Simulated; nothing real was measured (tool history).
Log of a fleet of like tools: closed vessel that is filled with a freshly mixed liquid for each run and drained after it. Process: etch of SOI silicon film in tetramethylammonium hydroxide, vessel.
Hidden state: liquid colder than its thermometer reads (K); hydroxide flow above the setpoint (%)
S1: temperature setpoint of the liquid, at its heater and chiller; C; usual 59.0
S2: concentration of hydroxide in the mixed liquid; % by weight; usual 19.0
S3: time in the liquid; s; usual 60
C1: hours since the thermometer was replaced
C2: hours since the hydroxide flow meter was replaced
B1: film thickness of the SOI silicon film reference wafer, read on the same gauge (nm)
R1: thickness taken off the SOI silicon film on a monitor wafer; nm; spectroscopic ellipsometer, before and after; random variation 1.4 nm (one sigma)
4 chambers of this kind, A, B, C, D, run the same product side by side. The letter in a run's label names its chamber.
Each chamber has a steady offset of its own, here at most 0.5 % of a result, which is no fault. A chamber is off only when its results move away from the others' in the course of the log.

| run | hour | S1 | S2 | S3 | C1 | C2 | B1 | R1 |
|---|---|---|---|---|---|---|---|---|
| 1A | 9.3 | 59.0 | 19.0 | 60 | 2048.4 | 1455.2 | 30.030 | 169.270 |
| 2B | 16.0 | 59.0 | 19.0 | 60 | 547.9 | 187.1 | 30.010 | 166.400 |
| 3C | 26.2 | 59.0 | 19.0 | 60 | 575.3 | 962.8 | 30.021 | 168.350 |
| 4D | 39.9 | 59.0 | 19.0 | 60 | 266.3 | 1827.7 | 30.006 | 171.140 |
| 5C | 53.8 | 59.0 | 19.0 | 60 | 602.9 | 990.4 | 29.973 | 166.520 |
| 6A | 61.4 | 59.0 | 19.0 | 60 | 2100.5 | 1507.3 | 30.000 | 169.000 |
| 7D | 76.1 | 59.0 | 19.0 | 60 | 302.5 | 1863.9 | 29.974 | 167.650 |
| 8B | 83.0 | 59.0 | 19.0 | 60 | 614.9 | 254.1 | 29.988 | 170.000 |
| 9A | 95.7 | 59.0 | 19.0 | 60 | 2134.8 | 1541.6 | 29.997 | 167.840 |
| 10D | 102.5 | 59.0 | 21.5 | 70 | 328.9 | 1890.3 | 30.004 | 186.410 |
| 11C | 116.8 | 59.0 | 21.5 | 70 | 665.9 | 1053.4 | 29.979 | 188.150 |
| 12B | 123.3 | 59.0 | 21.5 | 70 | 655.2 | 294.4 | 30.006 | 183.900 |
| 13A | 132.4 | 59.0 | 21.5 | 70 | 2171.5 | 1578.3 | 30.007 | 185.150 |
| 14C | 145.0 | 59.0 | 19.0 | 60 | 694.1 | 1081.6 | 29.969 | 169.490 |
| 15B | 153.8 | 59.0 | 19.0 | 60 | 685.7 | 324.9 | 29.976 | 167.170 |
| 16D | 165.6 | 59.0 | 19.0 | 60 | 392.0 | 1953.4 | 30.019 | 166.780 |
|  | 172.1 | chamber B: thermometer replaced |
| 17A | 179.7 | 59.0 | 19.0 | 60 | 2218.8 | 1625.6 | 30.003 | 167.790 |
| 18C | 190.8 | 59.0 | 19.0 | 60 | 739.9 | 1127.4 | 30.013 | 169.360 |
|  | 197.5 | chamber A: thermometer replaced |
| 19B | 204.1 | 59.0 | 19.0 | 60 | 32.1 | 375.2 | 30.011 | 171.950 |
| 20D | 219.1 | 59.0 | 19.0 | 60 | 445.5 | 2006.9 | 29.967 | 164.460 |
| 21C | 229.4 | 59.0 | 19.0 | 60 | 778.5 | 1166.0 | 29.996 | 170.860 |
| 22D | 244.2 | 59.0 | 19.0 | 60 | 470.6 | 2032.0 | 30.011 | 164.670 |
| 23B | 251.8 | 59.0 | 19.0 | 60 | 79.8 | 422.9 | 29.997 | 169.510 |
| 24A | 259.5 | 59.0 | 19.0 | 60 | 62.1 | 1705.4 | 29.991 | 170.330 |
| 25A | 274.5 | 51.5 | 19.0 | 60 | 77.1 | 1720.4 | 30.001 | 102.080 |
| 26D | 286.6 | 51.5 | 19.0 | 60 | 513.0 | 2074.4 | 30.007 | 97.798 |
| 27B | 295.3 | 51.5 | 19.0 | 60 | 123.3 | 466.4 | 30.018 | 102.120 |
| 28C | 303.3 | 51.5 | 19.0 | 60 | 852.4 | 1239.9 | 29.993 | 103.480 |
| 29A | 315.3 | 59.0 | 19.0 | 60 | 117.9 | 1761.2 | 30.002 | 166.870 |
| 30B | 329.5 | 59.0 | 19.0 | 60 | 157.5 | 500.6 | 30.006 | 170.710 |
|  | 339.8 | chamber D: hydroxide flow meter replaced |
| 31C | 344.4 | 59.0 | 19.0 | 60 | 893.5 | 1281.0 | 29.995 | 169.600 |
| 32D | 353.3 | 59.0 | 19.0 | 60 | 579.7 | 13.5 | 30.007 | 160.040 |
| 33B | 361.1 | 59.0 | 19.0 | 60 | 189.1 | 532.2 | 29.974 | 167.960 |
| 34D | 375.1 | 59.0 | 19.0 | 60 | 601.5 | 35.3 | 30.003 | 158.130 |
| 35A | 389.0 | 59.0 | 17.0 | 60 | 191.6 | 1834.9 | 30.008 | 174.280 |
| 36C | 401.4 | 59.0 | 17.0 | 60 | 950.5 | 1338.0 | 30.011 | 173.550 |
|  | 408.7 | chamber C: thermometer replaced |
| 37B | 416.0 | 59.0 | 17.0 | 60 | 244.0 | 587.1 | 30.005 | 177.960 |
| 38D | 423.0 | 59.0 | 17.0 | 60 | 649.4 | 83.2 | 29.978 | 164.980 |
| 39A | 434.9 | 59.0 | 19.0 | 60 | 237.5 | 1880.8 | 30.032 | 168.080 |
| 40C | 446.3 | 59.0 | 19.0 | 60 | 37.6 | 1382.9 | 30.042 | 169.660 |
| 41C | 461.0 | 55.0 | 19.0 | 60 | 52.3 | 1397.6 | 30.000 | 130.090 |
| 42D | 468.6 | 55.0 | 19.0 | 60 | 695.0 | 128.8 | 29.976 | 117.430 |
| 43A | 475.3 | 55.0 | 19.0 | 60 | 277.9 | 1921.2 | 30.003 | 130.120 |

Next, every chamber runs the same settings. What will each give?
| 44A | 486.0 | 59.0 | 23.5 | 60 |  |  |  | ? |
| 44B | 486.0 | 59.0 | 23.5 | 60 |  |  |  | ? |
| 44C | 486.0 | 59.0 | 23.5 | 60 |  |  |  | ? |
| 44D | 486.0 | 59.0 | 23.5 | 60 |  |  |  | ? |

| run | R1 |
|---|---|
| 44A | 146.030 |
| 44B | 145.480 |
| 44C | 147.570 |
| 44D | 130.640 |
